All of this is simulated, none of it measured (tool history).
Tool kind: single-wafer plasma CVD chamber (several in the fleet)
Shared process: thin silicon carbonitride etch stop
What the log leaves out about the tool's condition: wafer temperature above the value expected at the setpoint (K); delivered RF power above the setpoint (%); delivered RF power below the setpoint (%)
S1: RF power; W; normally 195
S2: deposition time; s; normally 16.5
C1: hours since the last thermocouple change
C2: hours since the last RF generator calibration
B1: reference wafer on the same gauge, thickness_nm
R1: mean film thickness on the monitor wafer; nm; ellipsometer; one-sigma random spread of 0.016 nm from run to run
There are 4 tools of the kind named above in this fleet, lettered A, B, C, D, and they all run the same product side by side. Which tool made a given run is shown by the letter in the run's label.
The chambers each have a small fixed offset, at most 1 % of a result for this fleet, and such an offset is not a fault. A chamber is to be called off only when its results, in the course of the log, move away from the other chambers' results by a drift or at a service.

At day 0.279: chamber C: thermocouple changed; heater temperature recalibrated.
Run 1B, day 0.288: usual settings; C1 1044.4; C2 717.7; B1 9.0483. Result: R1 9.3321 nm.
Run 2C, day 0.838: usual settings; C1 13.4; C2 167; B1 9.0435. Result: R1 9.2486 nm.
Run 3A, day 1.279: usual settings; C1 1043; C2 1508.3; B1 9.0416. Result: R1 9.3543 nm.
Run 4D, day 1.538: usual settings; C1 569.4; C2 304.2; B1 9.0393. Result: R1 9.3203 nm.
Run 5D, day 2.104: usual settings; C1 583; C2 317.8; B1 9.0371. Result: R1 9.313 nm.
Run 6B, day 2.604: usual settings; C1 1100; C2 773.3; B1 9.0365. Result: R1 9.2886 nm.
Run 7C, day 3: usual settings; C1 65.3; C2 218.9; B1 9.0292. Result: R1 9.2336 nm.
Run 8A, day 3.521: usual settings; C1 1096.8; C2 1562.1; B1 9.0279. Result: R1 9.3285 nm.
Run 9B, day 3.933: usual settings but S2 15.1 s; C1 1131.9; C2 805.2; B1 9.0242. Result: R1 8.47 nm.
Run 10D, day 4.262: usual settings but S2 15.1 s; C1 634.8; C2 369.6; B1 9.0202. Result: R1 8.4996 nm.
Run 11A, day 4.538: usual settings but S2 15.1 s; C1 1121.2; C2 1586.5; B1 9.0179. Result: R1 8.5434 nm.
Run 12C, day 4.929: usual settings but S2 15.1 s; C1 111.6; C2 265.2; B1 9.0153. Result: R1 8.4458 nm.
Run 13A, day 5.3: usual settings; C1 1139.5; C2 1604.8; B1 9.0153. Result: R1 9.3622 nm.
Run 14D, day 5.629: usual settings; C1 667.6; C2 402.4; B1 9.0134. Result: R1 9.2818 nm.
Run 15B, day 6.038: usual settings; C1 1182.4; C2 855.7; B1 9.0063. Result: R1 9.2536 nm.
Run 16C, day 6.362: usual settings but S1 165 W; C1 146; C2 299.6; B1 9.0109. Result: R1 8.7828 nm.
Run 17C, day 6.788: usual settings but S1 165 W; C1 156.2; C2 309.8; B1 9.0067. Result: R1 8.7901 nm.
Run 18B, day 7.183: usual settings but S1 165 W; C1 1209.9; C2 883.2; B1 9.0004. Result: R1 8.8227 nm.
Run 19D, day 7.508: usual settings but S1 165 W; C1 712.7; C2 447.5; B1 8.9987. Result: R1 8.846 nm.
Run 20A, day 7.946: usual settings; C1 1203; C2 1668.3; B1 8.9963. Result: R1 9.3403 nm.
Run 21B, day 8.225: usual settings; C1 1234.9; C2 908.2; B1 8.9947. Result: R1 9.2464 nm.
Run 22D, day 8.512: usual settings; C1 736.8; C2 471.6; B1 8.9938. Result: R1 9.2947 nm.
Run 23C, day 8.858: usual settings; C1 205.9; C2 359.5; B1 8.9898. Result: R1 9.2064 nm.
Run 24A, day 9.417: usual settings; C1 1238.3; C2 1703.6; B1 8.9919. Result: R1 9.3343 nm.

Next, every chamber runs the same settings. What will each give?
Run 25A, day 9.825: usual settings but S2 15.3 s. Result: R1 ?.
Run 25B, day 9.825: usual settings but S2 15.3 s. Result: R1 ?.
Run 25C, day 9.825: usual settings but S2 15.3 s. Result: R1 ?.
Run 25D, day 9.825: usual settings but S2 15.3 s. Result: R1 ?.

run      R1
25A  8.6401
25B  8.5698
25C  8.5091
25D  8.6043
